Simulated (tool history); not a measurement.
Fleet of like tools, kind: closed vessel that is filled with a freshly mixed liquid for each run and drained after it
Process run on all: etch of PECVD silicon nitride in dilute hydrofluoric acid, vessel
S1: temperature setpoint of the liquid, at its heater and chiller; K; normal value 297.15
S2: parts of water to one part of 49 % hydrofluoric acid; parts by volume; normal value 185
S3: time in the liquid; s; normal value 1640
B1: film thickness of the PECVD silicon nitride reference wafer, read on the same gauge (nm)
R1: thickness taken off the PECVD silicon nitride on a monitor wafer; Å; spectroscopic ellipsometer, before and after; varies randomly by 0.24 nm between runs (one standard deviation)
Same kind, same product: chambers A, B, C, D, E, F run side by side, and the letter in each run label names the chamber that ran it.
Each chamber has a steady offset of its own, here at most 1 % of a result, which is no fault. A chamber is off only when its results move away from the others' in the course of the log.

Run 1B, hour 9.1: usual settings; B1 149.98. Result: R1 327.43 Å.
Run 2A, hour 13.4: usual settings; B1 150.01. Result: R1 329.25 Å.
Run 3D, hour 22.1: usual settings; B1 150.03. Result: R1 315.50 Å.
Run 4E, hour 30.0: usual settings; B1 149.99. Result: R1 327.01 Å.
Run 5F, hour 38.6: usual settings; B1 149.99. Result: R1 328.75 Å.
Run 6C, hour 44.2: usual settings but S3 1130 s; B1 150.01. Result: R1 223.40 Å.
Run 7E, hour 51.3: usual settings but S3 1130 s; B1 149.99. Result: R1 224.61 Å.
Run 8D, hour 59.9: usual settings but S3 1130 s; B1 150.02. Result: R1 219.70 Å.
Run 9B, hour 68.4: usual settings but S3 1130 s; B1 150.03. Result: R1 228.93 Å.
Run 10A, hour 76.2: usual settings but S3 1130 s; B1 150.00. Result: R1 229.67 Å.
Run 11C, hour 80.7: usual settings but S3 1130 s; B1 150.00. Result: R1 223.62 Å.
Run 12F, hour 85.7: usual settings but S1 295.15 K, S3 1140 s; B1 150.03. Result: R1 199.64 Å.
At hour 90.4: chamber D: hydrofluoric acid flow meter replaced.
Run 13C, hour 91.3: usual settings but S1 295.15 K, S3 1140 s; B1 150.04. Result: R1 199.57 Å.
Run 14A, hour 98.8: usual settings but S1 295.15 K, S3 1140 s; B1 150.03. Result: R1 198.26 Å.
Run 15E, hour 107.5: usual settings but S1 295.15 K, S3 1140 s; B1 150.00. Result: R1 202.75 Å.
Run 16D, hour 113.9: usual settings but S1 295.15 K, S3 1140 s; B1 150.03. Result: R1 200.07 Å.
At hour 118.0: chamber D: thermometer replaced.
Run 17F, hour 118.7: usual settings but S1 295.15 K, S3 1140 s; B1 149.97. Result: R1 199.52 Å.
Run 18B, hour 125.1: usual settings but S1 295.15 K, S2 120 parts by volume; B1 149.96. Result: R1 443.73 Å.
Run 19F, hour 130.0: usual settings but S1 295.15 K, S2 120 parts by volume; B1 150.01. Result: R1 447.90 Å.
Run 20D, hour 137.7: usual settings but S1 295.15 K, S2 120 parts by volume; B1 149.98. Result: R1 430.36 Å.
Run 21C, hour 145.6: usual settings but S1 295.15 K, S2 120 parts by volume; B1 150.03. Result: R1 433.14 Å.
Run 22A, hour 150.9: usual settings but S1 295.15 K, S2 120 parts by volume; B1 150.00. Result: R1 436.47 Å.
Run 23B, hour 156.8: usual settings but S1 295.15 K, S2 120 parts by volume; B1 150.03. Result: R1 433.74 Å.
Run 24E, hour 165.1: usual settings; B1 149.97. Result: R1 339.43 Å.
Run 25E, hour 169.9: usual settings but S1 295.15 K, S3 1995 s; B1 149.99. Result: R1 363.71 Å.
Run 26D, hour 177.3: usual settings but S1 295.15 K, S3 1995 s; B1 150.03. Result: R1 345.19 Å.
Run 27F, hour 183.7: usual settings but S1 295.15 K, S3 1995 s; B1 149.98. Result: R1 349.81 Å.
Run 28C, hour 188.4: usual settings but S1 295.15 K, S3 1995 s; B1 150.00. Result: R1 351.01 Å.
Run 29A, hour 195.0: usual settings but S1 295.15 K, S3 1995 s; B1 150.01. Result: R1 351.00 Å.
Run 30B, hour 200.4: usual settings but S1 295.15 K, S3 1995 s; B1 149.98. Result: R1 346.24 Å.
At hour 206.9: chamber F: hydrofluoric acid flow meter replaced.
Run 31F, hour 207.6: usual settings; B1 149.98. Result: R1 325.03 Å.
Run 32B, hour 217.1: usual settings; B1 149.98. Result: R1 325.02 Å.
Run 33C, hour 221.7: usual settings; B1 149.93. Result: R1 323.01 Å.
Run 34D, hour 231.1: usual settings; B1 149.97. Result: R1 323.15 Å.
Run 35A, hour 240.3: usual settings; B1 149.99. Result: R1 327.62 Å.
Run 36E, hour 245.7: usual settings; B1 150.02. Result: R1 350.20 Å.
Run 37F, hour 254.8: usual settings; B1 150.02. Result: R1 322.68 Å.
Run 38E, hour 262.9: usual settings; B1 149.97. Result: R1 347.61 Å.
Run 39C, hour 268.7: usual settings; B1 150.04. Result: R1 325.53 Å.
Run 40B, hour 274.9: usual settings; B1 149.97. Result: R1 327.22 Å.
Run 41D, hour 282.3: usual settings; B1 150.03. Result: R1 326.04 Å.

Next, all 6 chambers run the settings below, one line each with question marks for the results. What does each chamber give?
Run 42A, hour 289.1: usual settings. Result: R1 ?.
Run 42B, hour 289.1: usual settings. Result: R1 ?.
Run 42C, hour 289.1: usual settings. Result: R1 ?.
Run 42D, hour 289.1: usual settings. Result: R1 ?.
Run 42E, hour 289.1: usual settings. Result: R1 ?.
Run 42F, hour 289.1: usual settings. Result: R1 ?.

run      R1
42A  323.45
42B  325.90
42C  323.71
42D  320.16
42E  352.18
42F  323.77

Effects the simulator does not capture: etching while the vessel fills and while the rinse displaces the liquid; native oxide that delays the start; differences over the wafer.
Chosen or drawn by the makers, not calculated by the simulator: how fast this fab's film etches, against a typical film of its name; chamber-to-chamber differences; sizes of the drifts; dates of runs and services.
